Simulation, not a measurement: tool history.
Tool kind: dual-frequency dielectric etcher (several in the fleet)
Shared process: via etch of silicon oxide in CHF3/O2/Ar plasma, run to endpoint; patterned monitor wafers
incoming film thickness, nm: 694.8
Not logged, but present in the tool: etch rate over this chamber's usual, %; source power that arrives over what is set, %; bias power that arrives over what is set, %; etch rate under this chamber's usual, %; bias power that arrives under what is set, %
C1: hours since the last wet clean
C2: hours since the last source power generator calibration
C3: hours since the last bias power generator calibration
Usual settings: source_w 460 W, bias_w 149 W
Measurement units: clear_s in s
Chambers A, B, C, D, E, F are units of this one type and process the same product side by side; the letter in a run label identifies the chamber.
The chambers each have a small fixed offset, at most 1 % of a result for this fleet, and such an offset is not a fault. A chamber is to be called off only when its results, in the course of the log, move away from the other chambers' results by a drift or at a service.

Run 1F, day 0.262: usual settings; C1 17.1; C2 412.5; C3 2255.4. Result: clear_s 415.7 s.
Run 2B, day 0.646: usual settings; C1 211.4; C2 813.6; C3 3695.2. Result: clear_s 415.01 s.
Run 3C, day 0.95: usual settings; C1 308; C2 3253; C3 1221.9. Result: clear_s 411.59 s.
Run 4A, day 1.388: usual settings; C1 262.4; C2 1319; C3 1174. Result: clear_s 414.2 s.
Run 5E, day 1.817: usual settings; C1 380; C2 3760.7; C3 1819.5. Result: clear_s 413.14 s.
Run 6D, day 2.196: usual settings; C1 251.7; C2 1043.9; C3 3867. Result: clear_s 415.38 s.
Run 7D, day 2.454: usual settings; C1 257.9; C2 1050.1; C3 3873.2. Result: clear_s 414.58 s.
Run 8F, day 2.921: usual settings; C1 80.9; C2 476.3; C3 2319.2. Result: clear_s 419.3 s.
At day 3.012: chamber F: bias power generator calibrated.
Run 9A, day 3.471: usual settings but bias_w 178 W; C1 312.4; C2 1369; C3 1224. Result: clear_s 390.56 s.
Run 10C, day 3.892: usual settings but bias_w 178 W; C1 378.6; C2 3323.6; C3 1292.5. Result: clear_s 389.15 s.
Run 11E, day 4.142: usual settings but bias_w 178 W; C1 435.8; C2 3816.5; C3 1875.3. Result: clear_s 390.18 s.
Run 12B, day 4.7: usual settings but bias_w 178 W; C1 308.7; C2 910.9; C3 3792.5. Result: clear_s 390.62 s.
Run 13C, day 5.221: usual settings but bias_w 178 W; C1 410.5; C2 3355.5; C3 1324.4. Result: clear_s 388.86 s.
Run 14F, day 5.638: usual settings but bias_w 178 W; C1 146.1; C2 541.5; C3 63. Result: clear_s 394.52 s.
Run 15E, day 6.017: usual settings; C1 480.8; C2 3861.5; C3 1920.3. Result: clear_s 411.01 s.
Run 16D, day 6.392: usual settings; C1 352.4; C2 1144.6; C3 3967.7. Result: clear_s 417.8 s.
Run 17A, day 6.775: usual settings; C1 391.7; C2 1448.3; C3 1303.3. Result: clear_s 419.97 s.
At day 6.929: chamber A: wet clean of the chamber.
Run 18B, day 7.308: usual settings; C1 371.3; C2 973.5; C3 3855.1. Result: clear_s 415.75 s.
Run 19E, day 7.808: usual settings; C1 523.8; C2 3904.5; C3 1963.3. Result: clear_s 410.43 s.
At day 8.246: chamber E: bias power generator calibrated.
Run 20A, day 8.283: usual settings; C1 32.6; C2 1484.5; C3 1339.5. Result: clear_s 416.63 s.
At day 8.5: chamber C: wet clean of the chamber.
Run 21B, day 8.796: usual settings but source_w 500 W, bias_w 136 W; C1 407; C2 1009.2; C3 3890.8. Result: clear_s 415.23 s.
At day 9.092: chamber B: wet clean of the chamber.
Run 22F, day 9.338: usual settings but source_w 500 W, bias_w 136 W; C1 234.9; C2 630.3; C3 151.8. Result: clear_s 417.8 s.
Run 23D, day 9.733: usual settings but source_w 500 W, bias_w 136 W; C1 432.6; C2 1224.8; C3 4047.9. Result: clear_s 412.85 s.
Run 24C, day 10.029: usual settings but source_w 500 W, bias_w 136 W; C1 36.7; C2 3470.9; C3 1439.8. Result: clear_s 412.09 s.
Run 25D, day 10.383: usual settings but source_w 500 W, bias_w 136 W; C1 448.2; C2 1240.4; C3 4063.5. Result: clear_s 411.7 s.
Run 26F, day 10.65: usual settings but source_w 500 W, bias_w 136 W; C1 266.4; C2 661.8; C3 183.3. Result: clear_s 418.45 s.
Run 27B, day 11.033: usual settings; C1 46.7; C2 1062.9; C3 3944.5. Result: clear_s 416.01 s.
Run 28A, day 11.442: usual settings; C1 108.4; C2 1560.3; C3 1415.3. Result: clear_s 416.52 s.
Run 29C, day 11.854: usual settings; C1 80.5; C2 3514.7; C3 1483.6. Result: clear_s 414.73 s.
Run 30E, day 12.312: usual settings; C1 631.9; C2 4012.6; C3 97.6. Result: clear_s 421.53 s.
Run 31F, day 12.817: usual settings; C1 318.4; C2 713.8; C3 235.3. Result: clear_s 417.86 s.
Run 32B, day 13.279: usual settings; C1 100.6; C2 1116.8; C3 3998.4. Result: clear_s 414.7 s.
Run 33A, day 13.65: usual settings but source_w 390 W, bias_w 183 W; C1 161.4; C2 1613.3; C3 1468.3. Result: clear_s 410.37 s.
Run 34E, day 14.083: usual settings but source_w 390 W, bias_w 183 W; C1 674.4; C2 4055.1; C3 140.1. Result: clear_s 420.14 s.
Run 35C, day 14.433: usual settings but source_w 390 W, bias_w 183 W; C1 142.4; C2 3576.6; C3 1545.5. Result: clear_s 413.45 s.
Run 36D, day 14.879: usual settings but source_w 390 W, bias_w 183 W; C1 556.1; C2 1348.3; C3 4171.4. Result: clear_s 411.66 s.
At day 15.225: chamber D: wet clean of the chamber.
Run 37B, day 15.312: usual settings but source_w 390 W, bias_w 183 W; C1 149.4; C2 1165.6; C3 4047.2. Result: clear_s 413.85 s.
Run 38C, day 15.621: usual settings but source_w 390 W, bias_w 183 W; C1 170.9; C2 3605.1; C3 1574. Result: clear_s 411.66 s.
Run 39E, day 16.088: usual settings; C1 722.5; C2 4103.2; C3 188.2. Result: clear_s 426.14 s.
At day 16.5: chamber F: wet clean of the chamber.
Run 40D, day 16.546: usual settings; C1 31.7; C2 1388.3; C3 4211.4. Result: clear_s 415.26 s.
Run 41F, day 16.979: usual settings; C1 11.6; C2 813.7; C3 335.2. Result: clear_s 415.64 s.

All chambers now run identical settings, listed one chamber a line with results as question marks. What results will each chamber show?
Run 42A, day 17.379: usual settings. Result: clear_s ?.
Run 42B, day 17.379: usual settings. Result: clear_s ?.
Run 42C, day 17.379: usual settings. Result: clear_s ?.
Run 42D, day 17.379: usual settings. Result: clear_s ?.
Run 42E, day 17.379: usual settings. Result: clear_s ?.
Run 42F, day 17.379: usual settings. Result: clear_s ?.

run  clear_s
42A   416.53
42B    418.1
42C   414.67
42D   416.02
42E   429.28
42F   417.17
